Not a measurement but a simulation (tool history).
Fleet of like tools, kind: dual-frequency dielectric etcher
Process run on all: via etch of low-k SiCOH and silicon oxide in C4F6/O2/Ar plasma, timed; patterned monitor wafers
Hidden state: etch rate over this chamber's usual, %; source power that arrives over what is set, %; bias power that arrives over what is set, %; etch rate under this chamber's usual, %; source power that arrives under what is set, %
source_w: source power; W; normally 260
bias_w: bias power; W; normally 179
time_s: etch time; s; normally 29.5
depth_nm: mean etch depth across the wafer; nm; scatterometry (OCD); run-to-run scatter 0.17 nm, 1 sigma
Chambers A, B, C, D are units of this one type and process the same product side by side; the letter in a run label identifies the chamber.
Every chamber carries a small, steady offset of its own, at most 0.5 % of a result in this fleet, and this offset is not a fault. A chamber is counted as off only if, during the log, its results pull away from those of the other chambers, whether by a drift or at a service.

run    day  source_w  bias_w  time_s  hours since the last wet clean  hours since the last source power generator calibration  hours since the last bias power generator calibration  read-back reference wafer on the same gauge, depth_nm  depth_nm
 1B  0.417       260     179    29.5                           275.3                                                    522.0                                                 1502.8                                                 49.893    58.689
 2C  0.746       260     179    29.5                           279.1                                                   1583.8                                                 2202.2                                                 49.949    58.360
 3A  1.112       260     179    29.5                            53.9                                                   2009.0                                                  588.8                                                 49.888    59.215
 4D  1.333       260     179    29.5                            35.6                                                    423.8                                                  810.9                                                 49.931    59.036
 5D  1.696       260     179    29.5                            44.3                                                    432.5                                                  819.6                                                 49.907    59.075
 6B  1.988       260     179    29.5                           313.0                                                    559.7                                                 1540.5                                                 49.921    58.874
 7A  2.183       260     179    29.5                            79.6                                                   2034.7                                                  614.5                                                 49.903    59.019
 8C  2.421       260     179    29.5                           319.3                                                   1624.0                                                 2242.4                                                 49.929    58.416
 9C  2.721       260     179    29.5                           326.5                                                   1631.2                                                 2249.6                                                 49.886    58.493
10D  3.112       260     179    34.0                            78.3                                                    466.5                                                  853.6                                                 49.876    68.203
11A  3.442       260     179    34.0                           109.8                                                   2064.9                                                  644.7                                                 49.919    67.923
12B  3.667       260     179    34.0                           353.3                                                    600.0                                                 1580.8                                                 49.894    68.014
13B  3.946       260     179    34.0                           360.0                                                    606.7                                                 1587.5                                                 49.878    67.998
14D  4.262       260     179    29.5                           105.9                                                    494.1                                                  881.2                                                 49.912    59.312
15A  4.650       260     179    29.5                           138.8                                                   2093.9                                                  673.7                                                 49.855    59.058
16C  4.904       260     179    29.5                           378.9                                                   1683.6                                                 2302.0                                                 49.859    58.687
17C  5.129       260     179    29.5                           384.3                                                   1689.0                                                 2307.4                                                 49.911    58.254
18B  5.446       260     179    29.5                           396.0                                                    642.7                                                 1623.5                                                 49.867    58.885
     5.450  -- chamber C: wet clean of the chamber
19D  5.854       260     179    29.5                           144.1                                                    532.3                                                  919.4                                                 49.910    59.235
20A  6.188       260     179    29.5                           175.7                                                   2130.8                                                  710.6                                                 49.914    58.874
21C  6.629       260     179    29.5                            28.3                                                   1725.0                                                 2343.4                                                 49.888    56.338
22D  6.979       260     179    29.5                           171.1                                                    559.3                                                  946.4                                                 49.916    59.427
23B  7.188       260     179    29.5                           437.8                                                    684.5                                                 1665.3                                                 49.887    58.734
24A  7.475       260     179    29.5                           206.6                                                   2161.7                                                  741.5                                                 49.876    59.228
25D  7.858       260     179    29.5                           192.2                                                    580.4                                                  967.5                                                 49.901    59.276
26A  8.167       260     179    29.5                           223.2                                                   2178.3                                                  758.1                                                 49.922    59.159
27C  8.429       260     179    29.5                            71.5                                                   1768.2                                                 2386.6                                                 49.915    56.571
28B  8.629       260     179    29.5                           472.4                                                    719.1                                                 1699.9                                                 49.901    58.814
29D  8.879       260     179    29.5                           216.7                                                    604.9                                                  992.0                                                 49.868    59.027
30A  9.242       260     179    29.5                           249.0                                                   2204.1                                                  783.9                                                 49.915    59.273

Is one chamber off against the others, does the gauge drift, or is nothing wrong? If a chamber is off, say which, and what the likeliest cause is.

Chamber C has stood off from the others ever since a service on it.
What lies behind it: etch rate under this chamber's usual, % = 3.4.

Which of the 4 candidates below, each the usual settings with something changed and its results left as question marks, puts chamber C back in line with what the other chambers give on the usual settings?
Allowed miss from the other chambers' usual-settings mean, per result, to count as in line: depth_nm 0.580 nm
31C-1  9.558       290     179    29.5                                                                                                                                                                                                                ?
31C-2  9.558       260     154    29.5                                                                                                                                                                                                                ?
31C-3  9.558       290     198    29.5                                                                                                                                                                                                                ?
31C-4  9.558       260     176    27.5                                                                                                                                                                                                                ?

Usual-settings mean across the other chambers: depth_nm 59.077 nm
  run  depth_nm
31C-1    58.908
31C-2    53.839
31C-3    60.856
31C-4    52.350
31C-1 puts the chamber back in line with the other chambers.
